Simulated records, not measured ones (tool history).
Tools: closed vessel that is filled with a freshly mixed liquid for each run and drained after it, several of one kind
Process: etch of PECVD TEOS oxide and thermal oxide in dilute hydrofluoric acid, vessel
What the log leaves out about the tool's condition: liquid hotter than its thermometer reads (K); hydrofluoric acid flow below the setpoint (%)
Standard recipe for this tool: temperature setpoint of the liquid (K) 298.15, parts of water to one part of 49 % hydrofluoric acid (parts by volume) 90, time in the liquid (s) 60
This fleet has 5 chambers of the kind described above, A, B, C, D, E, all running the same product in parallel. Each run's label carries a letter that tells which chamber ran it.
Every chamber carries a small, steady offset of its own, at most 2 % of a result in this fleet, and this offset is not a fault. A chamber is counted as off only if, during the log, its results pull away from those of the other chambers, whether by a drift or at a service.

run	hour	temperature setpoint of the liquid (K)	parts of water to one part of 49 % hydrofluoric acid (parts by volume)	time in the liquid (s)	hours since the thermometer was replaced	hours since the hydrofluoric acid flow meter was replaced	read-back film thickness of the PECVD TEOS oxide reference wafer, read on the same gauge (nm)	read-back film thickness of the thermal oxide reference wafer, read on the same gauge (nm)	thickness taken off the PECVD TEOS oxide on a monitor wafer (Å)	thickness taken off the thermal oxide on a monitor wafer (Å)
1A	2.6	298.15	90	60	698.9	398.3	100.000	60.004	110.040	32.748
2D	7.3	298.15	90	60	7.8	1414.2	100.030	60.028	114.170	32.305
3C	10.1	298.15	90	60	991.5	331.0	100.030	60.022	112.330	32.026
4B	13.2	298.15	90	60	152.4	517.0	99.977	60.002	114.150	32.425
5E	15.7	298.15	90	60	610.4	300.9	99.989	60.036	112.800	32.015
6E	20.2	298.15	90	60	614.9	305.4	100.010	60.047	112.350	31.535
7B	23.5	298.15	90	60	162.7	527.3	100.030	60.015	112.550	32.631
8C	26.7	298.15	90	60	1008.1	347.6	100.000	59.963	111.590	31.954
9D	30.3	298.15	90	60	30.8	1437.2	99.995	60.024	112.200	32.396
10A	33.7	298.15	90	60	730.0	429.4	99.954	60.000	108.700	32.218
11E	36.9	298.15	90	60	631.6	322.1	100.010	59.988	111.730	31.683
12D	42.1	298.15	90	60	42.6	1449.0	100.050	60.022	111.110	32.353
13C	46.0	298.15	90	60	1027.4	366.9	100.010	59.978	112.100	32.919
14B	49.1	298.15	90	60	188.3	552.9	100.000	59.994	115.550	32.095
15A	52.6	298.15	130	35	748.9	448.3	99.968	60.028	42.954	12.253
16D	55.5	298.15	130	35	56.0	1462.4	99.978	59.987	43.695	12.399
17E	58.6	298.15	130	35	653.3	343.8	99.990	60.041	43.063	12.288
18A	61.3	298.15	130	35	757.6	457.0	99.999	60.002	42.823	12.383
# hour 62.8: chamber E: thermometer replaced
19C	65.3	298.15	130	35	1046.7	386.2	100.000	60.064	42.789	12.451
20B	67.9	298.15	90	60	207.1	571.7	99.976	59.985	114.480	33.102
21E	71.7	298.15	90	60	9.0	356.9	100.020	59.987	114.650	31.831
22A	75.8	298.15	90	35	772.1	471.5	99.986	60.051	64.639	18.649
23B	79.6	298.15	90	35	218.8	583.4	100.020	59.972	66.875	19.071
24D	83.7	298.15	90	35	84.2	1490.6	100.040	59.989	65.897	18.992
25C	88.7	298.15	90	35	1070.1	409.6	100.000	59.950	65.998	18.816
26E	92.0	298.15	90	35	29.3	377.2	99.969	59.957	65.159	18.644
27C	95.8	298.15	90	60	1077.2	416.7	99.979	59.982	111.600	31.799
28B	99.6	298.15	90	60	238.8	603.4	100.020	60.013	112.940	32.159
29A	102.9	298.15	90	60	799.2	498.6	99.975	59.988	110.310	32.188
30D	107.6	298.15	90	60	108.1	1514.5	99.984	59.982	111.510	32.183
31D	110.7	298.15	90	60	111.2	1517.6	100.030	59.986	113.720	31.860
32A	115.2	298.15	90	60	811.5	510.9	99.997	59.948	111.680	32.160
33B	117.5	298.15	90	60	256.7	621.3	100.010	59.989	113.030	32.084
34C	119.9	301.65	90	60	1101.3	440.8	99.983	59.940	127.100	36.910
35E	122.4	301.65	90	60	59.7	407.6	99.981	60.002	127.550	36.905
36D	126.2	301.65	90	60	126.7	1533.1	99.980	60.006	127.860	36.715
37E	130.8	301.65	90	60	68.1	416.0	100.020	60.018	127.840	36.134
38B	135.1	301.65	90	60	274.3	638.9	99.965	60.006	128.420	36.952
39A	138.0	298.15	90	60	834.3	533.7	99.967	60.043	110.040	32.773
40C	142.2	298.15	90	60	1123.6	463.1	100.010	60.003	112.550	31.826
41D	146.4	298.15	90	60	146.9	1553.3	99.988	60.049	111.740	32.938
42C	151.2	298.15	90	60	1132.6	472.1	100.000	59.983	110.730	31.961
43B	154.2	298.15	90	60	293.4	658.0	99.997	59.947	114.270	31.702
44E	156.9	298.15	90	60	94.2	442.1	99.984	60.012	111.000	31.921

Each of the 5 chambers runs these same settings next. Fill in every chamber's results:
45A	160.7	298.15	90	60					?	?
45B	160.7	298.15	90	60					?	?
45C	160.7	298.15	90	60					?	?
45D	160.7	298.15	90	60					?	?
45E	160.7	298.15	90	60					?	?

run	thickness taken off the PECVD TEOS oxide on a monitor wafer (Å)	thickness taken off the thermal oxide on a monitor wafer (Å)
45A	109.000	32.368
45B	115.600	32.488
45C	111.250	32.780
45D	114.940	31.790
45E	112.850	31.770
